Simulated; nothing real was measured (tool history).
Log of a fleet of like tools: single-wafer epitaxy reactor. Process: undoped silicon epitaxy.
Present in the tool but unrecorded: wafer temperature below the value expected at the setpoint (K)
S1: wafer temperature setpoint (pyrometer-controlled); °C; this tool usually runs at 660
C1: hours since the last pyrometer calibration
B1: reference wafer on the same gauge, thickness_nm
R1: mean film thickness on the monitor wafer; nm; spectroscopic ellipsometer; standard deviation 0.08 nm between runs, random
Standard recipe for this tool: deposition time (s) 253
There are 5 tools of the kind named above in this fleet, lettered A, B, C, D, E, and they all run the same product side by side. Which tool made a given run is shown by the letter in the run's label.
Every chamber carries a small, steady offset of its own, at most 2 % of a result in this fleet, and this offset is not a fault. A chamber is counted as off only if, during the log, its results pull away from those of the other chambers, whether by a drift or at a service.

run 1B day=0.225 | S1=660 deposition_time_(s)=253 | C1=1501.5 | B1=57.109 | R1=52.683
run 2E day=0.504 | S1=660 deposition_time_(s)=253 | C1=2432.2 | B1=57.115 | R1=52.998
run 3C day=0.892 | S1=660 deposition_time_(s)=253 | C1=604.9 | B1=57.106 | R1=52.724
run 4A day=1.171 | S1=660 deposition_time_(s)=253 | C1=151.1 | B1=57.124 | R1=52.772
run 5D day=1.583 | S1=660 deposition_time_(s)=253 | C1=1688.2 | B1=57.159 | R1=53.715
run 6E day=2.046 | S1=660 deposition_time_(s)=253 | C1=2469.2 | B1=57.168 | R1=53.150
-- day=2.308 chamber D: pyrometer calibrated
run 7C day=2.342 | S1=660 deposition_time_(s)=253 | C1=639.7 | B1=57.153 | R1=52.791
run 8A day=2.596 | S1=660 deposition_time_(s)=253 | C1=185.3 | B1=57.188 | R1=52.730
run 9B day=2.825 | S1=660 deposition_time_(s)=253 | C1=1563.9 | B1=57.183 | R1=52.847
run 10D day=3.279 | S1=660 deposition_time_(s)=253 | C1=23.4 | B1=57.176 | R1=53.866
run 11B day=3.738 | S1=660 deposition_time_(s)=253 | C1=1585.8 | B1=57.237 | R1=52.849
run 12E day=4.050 | S1=660 deposition_time_(s)=253 | C1=2517.3 | B1=57.203 | R1=53.069
run 13C day=4.475 | S1=660 deposition_time_(s)=253 | C1=690.9 | B1=57.205 | R1=52.886
run 14A day=4.821 | S1=660 deposition_time_(s)=253 | C1=238.7 | B1=57.224 | R1=52.710
run 15D day=5.267 | S1=660 deposition_time_(s)=253 | C1=71.1 | B1=57.259 | R1=53.672
run 16A day=5.579 | S1=660 deposition_time_(s)=253 | C1=256.9 | B1=57.257 | R1=52.800
run 17D day=6.054 | S1=660 deposition_time_(s)=253 | C1=90.0 | B1=57.272 | R1=53.738
run 18B day=6.458 | S1=660 deposition_time_(s)=253 | C1=1651.1 | B1=57.260 | R1=53.032
run 19E day=6.700 | S1=660 deposition_time_(s)=253 | C1=2580.9 | B1=57.279 | R1=53.153
run 20C day=7.008 | S1=666 deposition_time_(s)=298 | C1=751.7 | B1=57.307 | R1=70.508
run 21C day=7.371 | S1=666 deposition_time_(s)=298 | C1=760.4 | B1=57.298 | R1=70.648
run 22E day=7.779 | S1=666 deposition_time_(s)=298 | C1=2606.8 | B1=57.307 | R1=71.015
run 23A day=8.200 | S1=666 deposition_time_(s)=298 | C1=319.8 | B1=57.340 | R1=70.675
run 24B day=8.688 | S1=666 deposition_time_(s)=298 | C1=1704.6 | B1=57.346 | R1=71.229
run 25D day=9.183 | S1=660 deposition_time_(s)=253 | C1=165.1 | B1=57.338 | R1=53.916
run 26E day=9.454 | S1=660 deposition_time_(s)=253 | C1=2647.0 | B1=57.347 | R1=53.371
run 27D day=9.762 | S1=660 deposition_time_(s)=253 | C1=179.0 | B1=57.352 | R1=53.911
run 28A day=10.267 | S1=660 deposition_time_(s)=253 | C1=369.4 | B1=57.386 | R1=53.004
run 29C day=10.750 | S1=660 deposition_time_(s)=253 | C1=841.5 | B1=57.388 | R1=53.061
run 30B day=10.979 | S1=660 deposition_time_(s)=253 | C1=1759.6 | B1=57.402 | R1=53.130
run 31D day=11.250 | S1=660 deposition_time_(s)=253 | C1=214.7 | B1=57.400 | R1=54.042
run 32B day=11.475 | S1=660 deposition_time_(s)=253 | C1=1771.5 | B1=57.416 | R1=53.107
run 33E day=11.888 | S1=660 deposition_time_(s)=289 | C1=2705.4 | B1=57.413 | R1=60.719
run 34A day=12.312 | S1=660 deposition_time_(s)=289 | C1=418.5 | B1=57.444 | R1=60.616
run 35C day=12.617 | S1=660 deposition_time_(s)=289 | C1=886.3 | B1=57.437 | R1=60.564

All 5 chambers run these settings next. Forecast each chamber's results:
run 36A day=12.979 | S1=653 deposition_time_(s)=253 | R1=?
run 36B day=12.979 | S1=653 deposition_time_(s)=253 | R1=?
run 36C day=12.979 | S1=653 deposition_time_(s)=253 | R1=?
run 36D day=12.979 | S1=653 deposition_time_(s)=253 | R1=?
run 36E day=12.979 | S1=653 deposition_time_(s)=253 | R1=?

run=36A R1=45.623
run=36B R1=45.641
run=36C R1=45.763
run=36D R1=46.546
run=36E R1=45.805
